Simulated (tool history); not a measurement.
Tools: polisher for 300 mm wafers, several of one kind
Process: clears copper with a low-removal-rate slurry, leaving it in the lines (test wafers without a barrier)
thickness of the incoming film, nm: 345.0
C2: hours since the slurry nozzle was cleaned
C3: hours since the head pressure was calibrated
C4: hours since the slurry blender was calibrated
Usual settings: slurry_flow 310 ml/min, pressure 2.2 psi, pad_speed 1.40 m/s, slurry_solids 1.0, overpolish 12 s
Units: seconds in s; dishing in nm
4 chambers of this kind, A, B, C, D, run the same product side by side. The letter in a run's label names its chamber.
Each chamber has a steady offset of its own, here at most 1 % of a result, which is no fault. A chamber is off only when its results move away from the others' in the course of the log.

-- hour=2.0 chamber A: slurry nozzle cleaned
run 1D hour=5.1 | slurry_flow=310 pressure=2.2 pad_speed=1.40 slurry_solids=1.0 overpolish=12 | wafers_polished_on_this_pad=735 C2=874.4 C3=909.0 C4=83.4 | seconds=105.720 dishing=24.775
-- hour=6.1 chamber D: head pressure recalibrated
-- hour=6.9 chamber D: worn pad replaced by a new one
run 2C hour=10.4 | slurry_flow=310 pressure=2.2 pad_speed=1.40 slurry_solids=1.0 overpolish=12 | wafers_polished_on_this_pad=608 C2=17.5 C3=899.7 C4=373.1 | seconds=107.520 dishing=25.372
run 3A hour=14.5 | slurry_flow=310 pressure=2.2 pad_speed=1.40 slurry_solids=1.0 overpolish=12 | wafers_polished_on_this_pad=301 C2=12.6 C3=300.4 C4=17.2 | seconds=107.010 dishing=24.999
run 4B hour=20.2 | slurry_flow=310 pressure=2.2 pad_speed=1.40 slurry_solids=1.0 overpolish=12 | wafers_polished_on_this_pad=441 C2=415.0 C3=766.2 C4=268.9 | seconds=106.680 dishing=24.547
-- hour=22.9 chamber C: worn pad replaced by a new one
run 5C hour=26.6 | slurry_flow=310 pressure=2.2 pad_speed=1.40 slurry_solids=1.0 overpolish=12 | wafers_polished_on_this_pad=21 C2=33.7 C3=915.9 C4=389.3 | seconds=106.640 dishing=26.162
run 6D hour=31.0 | slurry_flow=225 pressure=2.2 pad_speed=1.40 slurry_solids=1.0 overpolish=12 | wafers_polished_on_this_pad=137 C2=900.3 C3=24.9 C4=109.3 | seconds=107.330 dishing=25.065
run 7B hour=35.5 | slurry_flow=225 pressure=2.2 pad_speed=1.40 slurry_solids=1.0 overpolish=12 | wafers_polished_on_this_pad=528 C2=430.3 C3=781.5 C4=284.2 | seconds=110.320 dishing=23.197
run 8A hour=40.9 | slurry_flow=225 pressure=2.2 pad_speed=1.40 slurry_solids=1.0 overpolish=12 | wafers_polished_on_this_pad=451 C2=39.0 C3=326.8 C4=43.6 | seconds=107.480 dishing=24.047
run 9C hour=44.9 | slurry_flow=225 pressure=2.2 pad_speed=1.40 slurry_solids=1.0 overpolish=12 | wafers_polished_on_this_pad=125 C2=52.0 C3=934.2 C4=407.6 | seconds=108.720 dishing=24.931
run 10A hour=52.2 | slurry_flow=405 pressure=2.2 pad_speed=1.40 slurry_solids=1.2 overpolish=12 | wafers_polished_on_this_pad=516 C2=50.3 C3=338.1 C4=54.9 | seconds=97.568 dishing=28.506
-- hour=52.3 chamber D: slurry nozzle cleaned
run 11B hour=59.8 | slurry_flow=405 pressure=2.2 pad_speed=1.40 slurry_solids=1.2 overpolish=12 | wafers_polished_on_this_pad=666 C2=454.6 C3=805.8 C4=308.5 | seconds=103.930 dishing=27.566
run 12D hour=65.1 | slurry_flow=405 pressure=2.2 pad_speed=1.40 slurry_solids=1.2 overpolish=12 | wafers_polished_on_this_pad=331 C2=12.9 C3=59.0 C4=143.4 | seconds=100.650 dishing=26.546
-- hour=65.2 chamber C: slurry blender recalibrated
run 13C hour=71.1 | slurry_flow=405 pressure=2.2 pad_speed=1.40 slurry_solids=1.2 overpolish=12 | wafers_polished_on_this_pad=274 C2=78.2 C3=960.4 C4=6.0 | seconds=101.980 dishing=27.334
-- hour=75.7 chamber B: worn pad replaced by a new one
run 14A hour=77.8 | slurry_flow=310 pressure=2.2 pad_speed=1.40 slurry_solids=1.0 overpolish=12 | wafers_polished_on_this_pad=661 C2=75.9 C3=363.7 C4=80.5 | seconds=105.920 dishing=26.441
run 15D hour=83.4 | slurry_flow=310 pressure=2.2 pad_speed=1.18 slurry_solids=1.0 overpolish=17 | wafers_polished_on_this_pad=435 C2=31.2 C3=77.3 C4=161.7 | seconds=125.810 dishing=29.607
-- hour=83.8 chamber B: slurry nozzle cleaned
run 16B hour=89.8 | slurry_flow=310 pressure=2.2 pad_speed=1.18 slurry_solids=1.0 overpolish=17 | wafers_polished_on_this_pad=80 C2=6.1 C3=835.8 C4=338.5 | seconds=123.820 dishing=30.720
run 17D hour=95.4 | slurry_flow=310 pressure=2.2 pad_speed=1.18 slurry_solids=1.0 overpolish=17 | wafers_polished_on_this_pad=503 C2=43.2 C3=89.3 C4=173.7 | seconds=123.230 dishing=28.909
run 18A hour=102.3 | slurry_flow=310 pressure=2.2 pad_speed=1.18 slurry_solids=1.0 overpolish=17 | wafers_polished_on_this_pad=801 C2=100.4 C3=388.2 C4=105.0 | seconds=124.040 dishing=29.212
run 19B hour=108.2 | slurry_flow=310 pressure=2.2 pad_speed=1.40 slurry_solids=1.0 overpolish=12 | wafers_polished_on_this_pad=185 C2=24.5 C3=854.2 C4=356.9 | seconds=104.220 dishing=24.889
run 20C hour=114.0 | slurry_flow=310 pressure=2.2 pad_speed=1.40 slurry_solids=1.0 overpolish=12 | wafers_polished_on_this_pad=518 C2=121.1 C3=1003.3 C4=48.9 | seconds=104.650 dishing=25.164
run 21C hour=118.7 | slurry_flow=310 pressure=2.2 pad_speed=1.40 slurry_solids=1.0 overpolish=12 | wafers_polished_on_this_pad=545 C2=125.8 C3=1008.0 C4=53.6 | seconds=107.280 dishing=25.295
run 22D hour=125.1 | slurry_flow=260 pressure=1.6 pad_speed=1.40 slurry_solids=1.0 overpolish=12 | wafers_polished_on_this_pad=672 C2=72.9 C3=119.0 C4=203.4 | seconds=148.020 dishing=19.248
run 23B hour=131.7 | slurry_flow=260 pressure=1.6 pad_speed=1.40 slurry_solids=1.0 overpolish=12 | wafers_polished_on_this_pad=319 C2=48.0 C3=877.7 C4=380.4 | seconds=147.620 dishing=18.699
-- hour=133.6 chamber C: head pressure recalibrated
run 24A hour=135.3 | slurry_flow=260 pressure=1.6 pad_speed=1.40 slurry_solids=1.0 overpolish=12 | wafers_polished_on_this_pad=988 C2=133.4 C3=421.2 C4=138.0 | seconds=146.730 dishing=19.023
run 25A hour=140.7 | slurry_flow=260 pressure=1.6 pad_speed=1.40 slurry_solids=1.0 overpolish=12 | wafers_polished_on_this_pad=1019 C2=138.8 C3=426.6 C4=143.4 | seconds=147.730 dishing=18.888
run 26D hour=145.8 | slurry_flow=310 pressure=2.2 pad_speed=1.40 slurry_solids=1.0 overpolish=16 | wafers_polished_on_this_pad=790 C2=93.6 C3=139.7 C4=224.1 | seconds=107.120 dishing=30.561
-- hour=148.6 chamber D: worn pad replaced by a new one
-- hour=149.5 chamber C: worn pad replaced by a new one
run 27C hour=149.6 | slurry_flow=310 pressure=2.2 pad_speed=1.40 slurry_solids=1.0 overpolish=16 | wafers_polished_on_this_pad=0 C2=156.7 C3=16.1 C4=84.5 | seconds=118.950 dishing=27.677
-- hour=154.3 chamber A: worn pad replaced by a new one
run 28B hour=156.9 | slurry_flow=310 pressure=2.2 pad_speed=1.40 slurry_solids=1.0 overpolish=16 | wafers_polished_on_this_pad=462 C2=73.2 C3=902.9 C4=405.6 | seconds=105.070 dishing=31.239
run 29D hour=162.4 | slurry_flow=310 pressure=2.2 pad_speed=1.40 slurry_solids=1.0 overpolish=16 | wafers_polished_on_this_pad=78 C2=110.2 C3=156.3 C4=240.7 | seconds=107.360 dishing=31.355
-- hour=163.6 chamber B: slurry blender recalibrated
run 30C hour=166.8 | slurry_flow=310 pressure=2.2 pad_speed=1.40 slurry_solids=1.0 overpolish=12 | wafers_polished_on_this_pad=98 C2=173.9 C3=33.3 C4=101.7 | seconds=120.130 dishing=23.261
run 31B hour=174.4 | slurry_flow=310 pressure=2.2 pad_speed=1.40 slurry_solids=1.0 overpolish=12 | wafers_polished_on_this_pad=561 C2=90.7 C3=920.4 C4=10.9 | seconds=104.150 dishing=25.253
run 32A hour=179.7 | slurry_flow=310 pressure=2.2 pad_speed=1.40 slurry_solids=1.0 overpolish=12 | wafers_polished_on_this_pad=144 C2=177.8 C3=465.6 C4=182.4 | seconds=105.760 dishing=25.451
run 33B hour=186.7 | slurry_flow=310 pressure=2.2 pad_speed=1.40 slurry_solids=1.0 overpolish=12 | wafers_polished_on_this_pad=631 C2=103.0 C3=932.7 C4=23.2 | seconds=105.300 dishing=25.001
run 34C hour=194.3 | slurry_flow=310 pressure=1.8 pad_speed=1.74 slurry_solids=1.0 overpolish=12 | wafers_polished_on_this_pad=254 C2=201.4 C3=60.8 C4=129.2 | seconds=117.710 dishing=22.590
run 35A hour=200.2 | slurry_flow=310 pressure=1.8 pad_speed=1.74 slurry_solids=1.0 overpolish=12 | wafers_polished_on_this_pad=261 C2=198.3 C3=486.1 C4=202.9 | seconds=104.380 dishing=25.694
run 36D hour=208.2 | slurry_flow=310 pressure=1.8 pad_speed=1.74 slurry_solids=1.0 overpolish=12 | wafers_polished_on_this_pad=339 C2=156.0 C3=202.1 C4=286.5 | seconds=108.520 dishing=23.973

Next, every chamber runs the same settings. What will each give?
run 37A hour=214.0 | slurry_flow=310 pressure=2.2 pad_speed=1.40 slurry_solids=1.0 overpolish=12 | seconds=? dishing=?
run 37B hour=214.0 | slurry_flow=310 pressure=2.2 pad_speed=1.40 slurry_solids=1.0 overpolish=12 | seconds=? dishing=?
run 37C hour=214.0 | slurry_flow=310 pressure=2.2 pad_speed=1.40 slurry_solids=1.0 overpolish=12 | seconds=? dishing=?
run 37D hour=214.0 | slurry_flow=310 pressure=2.2 pad_speed=1.40 slurry_solids=1.0 overpolish=12 | seconds=? dishing=?

run=37A seconds=107.120 dishing=26.304
run=37B seconds=106.380 dishing=25.651
run=37C seconds=120.070 dishing=23.359
run=37D seconds=107.540 dishing=25.206

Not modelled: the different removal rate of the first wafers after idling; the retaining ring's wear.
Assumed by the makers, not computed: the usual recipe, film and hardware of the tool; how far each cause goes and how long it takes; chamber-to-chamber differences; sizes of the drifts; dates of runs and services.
